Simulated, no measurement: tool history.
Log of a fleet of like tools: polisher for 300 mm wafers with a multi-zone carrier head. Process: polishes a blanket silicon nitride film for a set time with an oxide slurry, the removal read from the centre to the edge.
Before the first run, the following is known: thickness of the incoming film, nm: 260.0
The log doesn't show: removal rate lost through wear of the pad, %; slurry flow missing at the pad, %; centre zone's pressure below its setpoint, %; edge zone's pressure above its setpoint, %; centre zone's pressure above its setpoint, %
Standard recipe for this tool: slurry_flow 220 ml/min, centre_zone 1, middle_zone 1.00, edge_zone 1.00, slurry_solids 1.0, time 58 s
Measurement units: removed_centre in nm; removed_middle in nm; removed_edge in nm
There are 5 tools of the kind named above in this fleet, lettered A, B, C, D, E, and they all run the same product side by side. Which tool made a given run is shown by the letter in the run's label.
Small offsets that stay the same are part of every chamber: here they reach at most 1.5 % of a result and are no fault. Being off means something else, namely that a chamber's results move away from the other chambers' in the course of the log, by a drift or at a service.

| run | hour | slurry_flow | centre_zone | middle_zone | edge_zone | slurry_solids | time | wafers polished on this pad | hours since the slurry nozzle was cleaned | hours since the centre zone pressure was calibrated | hours since the edge zone pressure was calibrated | removed_centre | removed_middle | removed_edge |
|---|---|---|---|---|---|---|---|---|---|---|---|---|---|---|
|  | 7.4 | chamber B: worn pad replaced by a new one |
| 1A | 9.7 | 220 | 1 | 1.00 | 1.00 | 1.0 | 58 | 259 | 379.9 | 578.4 | 389.3 | 42.464 | 40.425 | 41.342 |
|  | 12.2 | chamber E: worn pad replaced by a new one |
| 2B | 18.5 | 220 | 1 | 1.00 | 1.00 | 1.0 | 58 | 131 | 291.5 | 292.3 | 660.3 | 41.665 | 40.932 | 41.325 |
| 3C | 23.5 | 220 | 1 | 1.00 | 1.00 | 1.0 | 58 | 429 | 167.6 | 46.4 | 108.7 | 40.705 | 41.726 | 41.676 |
| 4D | 29.0 | 220 | 1 | 1.00 | 1.00 | 1.0 | 58 | 349 | 933.2 | 331.7 | 709.1 | 41.609 | 41.181 | 41.103 |
| 5E | 36.0 | 220 | 1 | 1.00 | 1.00 | 1.0 | 58 | 281 | 275.7 | 794.7 | 704.5 | 40.862 | 40.667 | 41.298 |
| 6B | 42.3 | 220 | 1 | 0.89 | 1.00 | 1.0 | 58 | 413 | 315.3 | 316.1 | 684.1 | 41.650 | 36.573 | 40.605 |
| 7D | 52.6 | 220 | 1 | 0.89 | 1.00 | 1.0 | 58 | 628 | 956.8 | 355.3 | 732.7 | 41.393 | 36.873 | 41.451 |
|  | 54.3 | chamber C: worn pad replaced by a new one |
| 8C | 57.4 | 220 | 1 | 0.89 | 1.00 | 1.0 | 58 | 37 | 201.5 | 80.3 | 142.6 | 40.671 | 37.411 | 41.374 |
| 9E | 65.1 | 220 | 1 | 0.89 | 1.00 | 1.0 | 58 | 625 | 304.8 | 823.8 | 733.6 | 41.759 | 37.599 | 40.978 |
|  | 68.3 | chamber D: slurry nozzle cleaned |
| 10A | 70.8 | 220 | 1 | 0.89 | 1.00 | 1.0 | 58 | 982 | 441.0 | 639.5 | 450.4 | 41.586 | 36.922 | 40.625 |
| 11D | 80.9 | 220 | 1 | 1.00 | 1.00 | 1.0 | 58 | 963 | 12.6 | 383.6 | 761.0 | 41.742 | 40.757 | 41.279 |
| 12E | 88.5 | 220 | 1 | 1.00 | 1.00 | 1.0 | 58 | 902 | 328.2 | 847.2 | 757.0 | 41.438 | 40.714 | 41.475 |
| 13C | 94.0 | 220 | 1 | 1.00 | 1.00 | 1.0 | 58 | 470 | 238.1 | 116.9 | 179.2 | 41.561 | 42.246 | 41.048 |
|  | 102.3 | chamber D: worn pad replaced by a new one |
| 14A | 104.6 | 220 | 1 | 1.00 | 1.00 | 1.0 | 58 | 1381 | 474.8 | 673.3 | 484.2 | 40.873 | 40.642 | 40.606 |
|  | 111.4 | chamber B: worn pad replaced by a new one |
|  | 114.8 | chamber A: worn pad replaced by a new one |
| 15B | 114.9 | 220 | 1 | 1.00 | 0.96 | 0.9 | 58 | 41 | 387.9 | 388.7 | 756.7 | 39.531 | 39.869 | 38.314 |
|  | 117.6 | chamber C: worn pad replaced by a new one |
|  | 122.9 | chamber D: centre zone pressure recalibrated |
| 16A | 124.9 | 220 | 1 | 1.00 | 0.96 | 0.9 | 58 | 119 | 495.1 | 693.6 | 504.5 | 38.363 | 37.760 | 37.575 |
|  | 133.0 | chamber E: worn pad replaced by a new one |
| 17E | 135.0 | 220 | 1 | 1.00 | 0.96 | 0.9 | 58 | 24 | 374.7 | 893.7 | 803.5 | 39.243 | 38.791 | 38.568 |
| 18D | 139.8 | 220 | 1 | 1.00 | 0.96 | 0.9 | 58 | 444 | 71.5 | 16.9 | 819.9 | 39.903 | 39.843 | 38.426 |
| 19B | 149.6 | 220 | 1 | 1.00 | 0.96 | 0.9 | 58 | 452 | 422.6 | 423.4 | 791.4 | 39.668 | 39.729 | 38.167 |
| 20C | 154.5 | 220 | 1 | 1.00 | 1.00 | 1.0 | 58 | 436 | 298.6 | 177.4 | 239.7 | 40.468 | 41.898 | 40.674 |
| 21E | 160.0 | 220 | 1 | 1.00 | 1.00 | 1.0 | 58 | 320 | 399.7 | 918.7 | 828.5 | 41.609 | 41.795 | 40.687 |
| 22C | 166.5 | 220 | 1 | 1.00 | 1.00 | 1.0 | 58 | 578 | 310.6 | 189.4 | 251.7 | 40.914 | 40.317 | 41.939 |
|  | 172.1 | chamber B: edge zone pressure recalibrated |
| 23A | 175.3 | 220 | 1 | 1.00 | 1.00 | 1.0 | 58 | 715 | 545.5 | 744.0 | 554.9 | 40.224 | 39.768 | 40.030 |
| 24B | 181.6 | 220 | 1 | 1.00 | 1.00 | 1.0 | 58 | 830 | 454.6 | 455.4 | 9.5 | 40.978 | 40.380 | 40.958 |
|  | 185.1 | chamber C: worn pad replaced by a new one |
| 25D | 188.3 | 220 | 1 | 1.00 | 1.00 | 1.0 | 58 | 1017 | 120.0 | 65.4 | 868.4 | 42.007 | 41.236 | 41.168 |
|  | 197.4 | chamber D: worn pad replaced by a new one |
| 26D | 198.5 | 220 | 1 | 1.00 | 1.00 | 1.0 | 58 | 13 | 130.2 | 75.6 | 878.6 | 41.530 | 40.749 | 41.620 |
| 27E | 208.0 | 220 | 1 | 1.00 | 1.00 | 1.0 | 58 | 887 | 447.7 | 966.7 | 876.5 | 41.494 | 40.660 | 41.327 |
| 28B | 217.0 | 220 | 1 | 1.00 | 1.00 | 1.0 | 58 | 1249 | 490.0 | 490.8 | 44.9 | 41.939 | 41.226 | 41.149 |
|  | 218.7 | chamber B: worn pad replaced by a new one |
| 29A | 223.7 | 220 | 1 | 1.00 | 1.00 | 1.0 | 58 | 1288 | 593.9 | 792.4 | 603.3 | 39.385 | 39.404 | 39.632 |
|  | 226.5 | chamber A: worn pad replaced by a new one |
| 30C | 228.9 | 220 | 1 | 1.00 | 1.00 | 1.0 | 58 | 518 | 373.0 | 251.8 | 314.1 | 40.793 | 41.532 | 41.230 |
| 31E | 236.8 | 220 | 1 | 1.00 | 1.00 | 1.0 | 58 | 1228 | 476.5 | 995.5 | 905.3 | 41.532 | 40.855 | 41.137 |
|  | 237.7 | chamber C: worn pad replaced by a new one |
| 32C | 242.1 | 220 | 1 | 1.00 | 1.00 | 1.0 | 58 | 52 | 386.2 | 265.0 | 327.3 | 40.860 | 41.122 | 41.028 |
| 33D | 252.9 | 220 | 1 | 1.00 | 1.00 | 1.0 | 58 | 657 | 184.6 | 130.0 | 933.0 | 40.889 | 41.371 | 41.544 |
| 34A | 258.8 | 220 | 1 | 1.00 | 1.00 | 1.0 | 58 | 382 | 629.0 | 827.5 | 638.4 | 39.452 | 38.388 | 39.232 |
| 35B | 267.3 | 220 | 1 | 1.00 | 1.00 | 1.0 | 58 | 575 | 540.3 | 541.1 | 95.2 | 41.551 | 40.998 | 41.350 |
| 36B | 275.0 | 220 | 1 | 1.00 | 1.00 | 1.0 | 58 | 666 | 548.0 | 548.8 | 102.9 | 41.225 | 40.626 | 40.152 |
|  | 276.2 | chamber A: centre zone pressure recalibrated |
|  | 281.0 | chamber D: edge zone pressure recalibrated |
| 37C | 285.0 | 220 | 1 | 1.00 | 1.00 | 1.0 | 58 | 559 | 429.1 | 307.9 | 370.2 | 40.848 | 40.936 | 41.172 |
| 38D | 294.5 | 220 | 1 | 1.00 | 1.00 | 1.0 | 58 | 1149 | 226.2 | 171.6 | 13.5 | 41.333 | 40.487 | 41.637 |
| 39A | 300.8 | 220 | 1 | 1.00 | 1.00 | 1.0 | 58 | 879 | 671.0 | 24.6 | 680.4 | 37.355 | 38.060 | 39.259 |

The same settings go to every chamber for the next run, one line per chamber below. Forecast the results for each:
| 40A | 308.7 | 220 | 1 | 1.00 | 1.00 | 1.0 | 58 |  |  |  |  | ? | ? | ? |
| 40B | 308.7 | 220 | 1 | 1.00 | 1.00 | 1.0 | 58 |  |  |  |  | ? | ? | ? |
| 40C | 308.7 | 220 | 1 | 1.00 | 1.00 | 1.0 | 58 |  |  |  |  | ? | ? | ? |
| 40D | 308.7 | 220 | 1 | 1.00 | 1.00 | 1.0 | 58 |  |  |  |  | ? | ? | ? |
| 40E | 308.7 | 220 | 1 | 1.00 | 1.00 | 1.0 | 58 |  |  |  |  | ? | ? | ? |

| run | removed_centre | removed_middle | removed_edge |
|---|---|---|---|
| 40A | 37.749 | 37.490 | 39.274 |
| 40B | 42.183 | 40.650 | 41.142 |
| 40C | 41.490 | 41.169 | 41.611 |
| 40D | 41.787 | 41.710 | 41.073 |
| 40E | 41.176 | 41.242 | 40.787 |
